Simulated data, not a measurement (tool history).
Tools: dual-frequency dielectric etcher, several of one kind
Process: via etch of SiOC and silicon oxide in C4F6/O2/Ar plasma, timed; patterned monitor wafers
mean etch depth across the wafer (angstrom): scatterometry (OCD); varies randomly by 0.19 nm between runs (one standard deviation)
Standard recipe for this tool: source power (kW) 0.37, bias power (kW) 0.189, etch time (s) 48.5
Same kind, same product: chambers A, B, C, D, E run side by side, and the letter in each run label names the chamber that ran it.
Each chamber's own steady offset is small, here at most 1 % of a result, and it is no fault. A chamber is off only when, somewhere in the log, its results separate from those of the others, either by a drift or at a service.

run	hour	source power (kW)	bias power (kW)	etch time (s)	hours since the last wet clean	hours since the last source power generator calibration	hours since the last bias power generator calibration	read-back reference wafer on the same gauge, depth_nm	mean etch depth across the wafer (angstrom)
1A	8.3	0.37	0.189	48.5	301	822.1	63	63.272	536.37
2C	14	0.37	0.189	48.5	29.3	1955.4	1394.4	63.324	539.37
3D	22.1	0.37	0.189	48.5	224.8	1423.9	928	63.28	545.98
4E	32.4	0.37	0.189	48.5	526.9	2242.4	1930.2	63.276	542.85
5B	43.1	0.37	0.189	48.5	121.3	247.7	2404.9	63.307	539.37
6B	53.6	0.33	0.152	48.5	131.8	258.2	2415.4	63.303	482.81
# hour 57.4: chamber E: bias power generator calibrated
7A	60.9	0.33	0.152	48.5	353.6	874.7	115.6	63.271	479.92
8E	70.7	0.33	0.152	48.5	565.2	2280.7	13.4	63.372	486.31
9C	78.7	0.33	0.152	48.5	94	2020.1	1459.1	63.31	480.78
# hour 80.1: chamber E: wet clean of the chamber
10D	84.8	0.33	0.152	48.5	287.5	1486.6	990.7	63.232	482.31
11C	94	0.37	0.189	48.5	109.3	2035.4	1474.4	63.351	538.44
12D	100.9	0.37	0.189	48.5	303.6	1502.7	1006.8	63.295	544.01
13B	109.2	0.37	0.189	48.5	187.4	313.8	2471	63.307	538.91
14A	115.5	0.37	0.189	48.5	408.2	929.3	170.2	63.27	539.05
15E	125	0.37	0.189	48.5	44.9	2335	67.7	63.347	543.75
16A	131.2	0.37	0.189	48.5	423.9	945	185.9	63.328	536.73
17C	136.1	0.37	0.189	48.5	151.4	2077.5	1516.5	63.246	537.67
18D	141.6	0.37	0.189	48.5	344.3	1543.4	1047.5	63.236	547.02
19B	149.5	0.37	0.189	48.5	227.7	354.1	2511.3	63.282	538.27
20E	158.6	0.37	0.189	48.5	78.5	2368.6	101.3	63.259	544.27
21E	164.1	0.37	0.189	48.5	84	2374.1	106.8	63.348	543.96
22C	173.7	0.28	0.209	48.5	189	2115.1	1554.1	63.367	501.91
23A	183.4	0.28	0.209	48.5	476.1	997.2	238.1	63.31	498.81
24B	191.7	0.28	0.209	48.5	269.9	396.3	2553.5	63.301	499.19
25D	201.7	0.28	0.209	48.5	404.4	1603.5	1107.6	63.271	503.2
26A	209.8	0.28	0.209	48.5	502.5	1023.6	264.5	63.351	501.48
# hour 210.3: chamber A: wet clean of the chamber
27C	219.2	0.37	0.189	48.5	234.5	2160.6	1599.6	63.295	537.19
28D	225.2	0.37	0.189	48.5	427.9	1627	1131.1	63.304	545.86
29E	234.7	0.37	0.189	48.5	154.6	2444.7	177.4	63.338	545.11
30B	240.3	0.37	0.189	48.5	318.5	444.9	2602.1	63.253	540.39
31B	249.9	0.37	0.22	59.5	328.1	454.5	2611.7	63.273	694.19
32C	257.6	0.37	0.22	59.5	272.9	2199	1638	63.314	691.75
33E	266.2	0.37	0.22	59.5	186.1	2476.2	208.9	63.287	699.5
34A	276.7	0.37	0.22	59.5	66.5	1090.5	331.4	63.315	698.04
35D	282.5	0.37	0.22	59.5	485.2	1684.3	1188.4	63.253	703.62
36A	290.6	0.33	0.235	48.5	80.4	1104.4	345.3	63.234	552.82
# hour 299.1: chamber B: bias power generator calibrated
37B	301.1	0.33	0.235	48.5	379.3	505.7	2.1	63.252	554.73

Which is it: a chamber that has drifted or been left off by a service, a gauge drift common to all chambers, or only each chamber's usual small offset? If a chamber is off, name it and its likeliest cause.

The fleet is healthy, with each chamber sitting at its usual small offset and no drift in the gauge.
